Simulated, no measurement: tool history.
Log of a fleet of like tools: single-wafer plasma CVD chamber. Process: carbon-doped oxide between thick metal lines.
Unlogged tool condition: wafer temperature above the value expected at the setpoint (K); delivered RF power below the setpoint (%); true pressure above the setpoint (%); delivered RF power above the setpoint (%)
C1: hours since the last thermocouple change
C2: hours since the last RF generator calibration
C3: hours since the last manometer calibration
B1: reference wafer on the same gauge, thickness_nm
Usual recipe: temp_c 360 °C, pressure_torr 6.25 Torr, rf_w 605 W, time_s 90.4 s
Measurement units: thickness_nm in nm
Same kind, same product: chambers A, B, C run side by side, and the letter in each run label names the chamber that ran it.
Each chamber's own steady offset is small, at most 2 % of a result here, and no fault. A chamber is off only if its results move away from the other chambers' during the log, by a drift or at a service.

run 1B hour=6.2 | temp_c=360 pressure_torr=6.25 rf_w=605 time_s=90.4 | C1=312.7 C2=911.8 C3=360.8 | B1=593.85 | thickness_nm=509.65
run 2C hour=14.7 | temp_c=360 pressure_torr=6.25 rf_w=605 time_s=90.4 | C1=642.6 C2=360.2 C3=1435.9 | B1=593.88 | thickness_nm=513.9
run 3A hour=22 | temp_c=360 pressure_torr=6.25 rf_w=605 time_s=90.4 | C1=1345.2 C2=220.2 C3=1368.8 | B1=593.88 | thickness_nm=511.17
run 4C hour=27.8 | temp_c=360 pressure_torr=6.25 rf_w=605 time_s=90.4 | C1=655.7 C2=373.3 C3=1449 | B1=593.99 | thickness_nm=514.34
run 5A hour=32.7 | temp_c=360 pressure_torr=6.25 rf_w=605 time_s=90.4 | C1=1355.9 C2=230.9 C3=1379.5 | B1=594.08 | thickness_nm=502.69
run 6B hour=38.6 | temp_c=360 pressure_torr=6.25 rf_w=605 time_s=90.4 | C1=345.1 C2=944.2 C3=393.2 | B1=594.27 | thickness_nm=514.1
run 7C hour=42.6 | temp_c=360 pressure_torr=6.25 rf_w=605 time_s=90.4 | C1=670.5 C2=388.1 C3=1463.8 | B1=593.21 | thickness_nm=511.86
run 8B hour=48 | temp_c=360 pressure_torr=6.25 rf_w=605 time_s=90.4 | C1=354.5 C2=953.6 C3=402.6 | B1=594.23 | thickness_nm=518.23
run 9A hour=54.9 | temp_c=360 pressure_torr=6.25 rf_w=605 time_s=90.4 | C1=1378.1 C2=253.1 C3=1401.7 | B1=594 | thickness_nm=502.39
run 10C hour=58.7 | temp_c=360 pressure_torr=6.25 rf_w=605 time_s=90.4 | C1=686.6 C2=404.2 C3=1479.9 | B1=593.56 | thickness_nm=512.89
run 11A hour=62.4 | temp_c=360 pressure_torr=6.25 rf_w=605 time_s=90.4 | C1=1385.6 C2=260.6 C3=1409.2 | B1=594.75 | thickness_nm=507.3
run 12B hour=70.7 | temp_c=360 pressure_torr=6.25 rf_w=605 time_s=90.4 | C1=377.2 C2=976.3 C3=425.3 | B1=594.18 | thickness_nm=514.96
run 13B hour=78.7 | temp_c=360 pressure_torr=6.25 rf_w=605 time_s=90.4 | C1=385.2 C2=984.3 C3=433.3 | B1=593.14 | thickness_nm=516.54
run 14A hour=87.1 | temp_c=360 pressure_torr=6.25 rf_w=605 time_s=90.4 | C1=1410.3 C2=285.3 C3=1433.9 | B1=594.1 | thickness_nm=509.78
run 15C hour=94 | temp_c=360 pressure_torr=6.25 rf_w=605 time_s=90.4 | C1=721.9 C2=439.5 C3=1515.2 | B1=595.29 | thickness_nm=512.1
run 16A hour=97.8 | temp_c=360 pressure_torr=6.25 rf_w=605 time_s=90.4 | C1=1421 C2=296 C3=1444.6 | B1=594.11 | thickness_nm=507.37
run 17B hour=104.9 | temp_c=360 pressure_torr=6.25 rf_w=605 time_s=90.4 | C1=411.4 C2=1010.5 C3=459.5 | B1=594.05 | thickness_nm=515.95
run 18C hour=111.7 | temp_c=360 pressure_torr=6.25 rf_w=605 time_s=90.4 | C1=739.6 C2=457.2 C3=1532.9 | B1=593.75 | thickness_nm=515.13
run 19C hour=119.5 | temp_c=360 pressure_torr=6.25 rf_w=605 time_s=90.4 | C1=747.4 C2=465 C3=1540.7 | B1=594.48 | thickness_nm=512.72
run 20B hour=126.9 | temp_c=360 pressure_torr=5.44 rf_w=700 time_s=90.4 | C1=433.4 C2=1032.5 C3=481.5 | B1=594.5 | thickness_nm=549.32
run 21A hour=132.8 | temp_c=360 pressure_torr=5.44 rf_w=700 time_s=90.4 | C1=1456 C2=331 C3=1479.6 | B1=594.58 | thickness_nm=541.68
run 22A hour=140.7 | temp_c=360 pressure_torr=5.44 rf_w=700 time_s=90.4 | C1=1463.9 C2=338.9 C3=1487.5 | B1=593.33 | thickness_nm=542.87
run 23B hour=147.2 | temp_c=360 pressure_torr=6.25 rf_w=605 time_s=90.4 | C1=453.7 C2=1052.8 C3=501.8 | B1=594.63 | thickness_nm=512.88
run 24C hour=152.5 | temp_c=360 pressure_torr=6.25 rf_w=605 time_s=90.4 | C1=780.4 C2=498 C3=1573.7 | B1=593.96 | thickness_nm=510.25
run 25C hour=159 | temp_c=355 pressure_torr=6.25 rf_w=605 time_s=90.4 | C1=786.9 C2=504.5 C3=1580.2 | B1=594.27 | thickness_nm=521.37

What goes on in this fleet: one chamber off, a drifting gauge, or nothing beyond the chambers' own small offsets? Name the chamber and the cause, if any.

No chamber stands off beyond its own small offset, and the gauge holds steady.
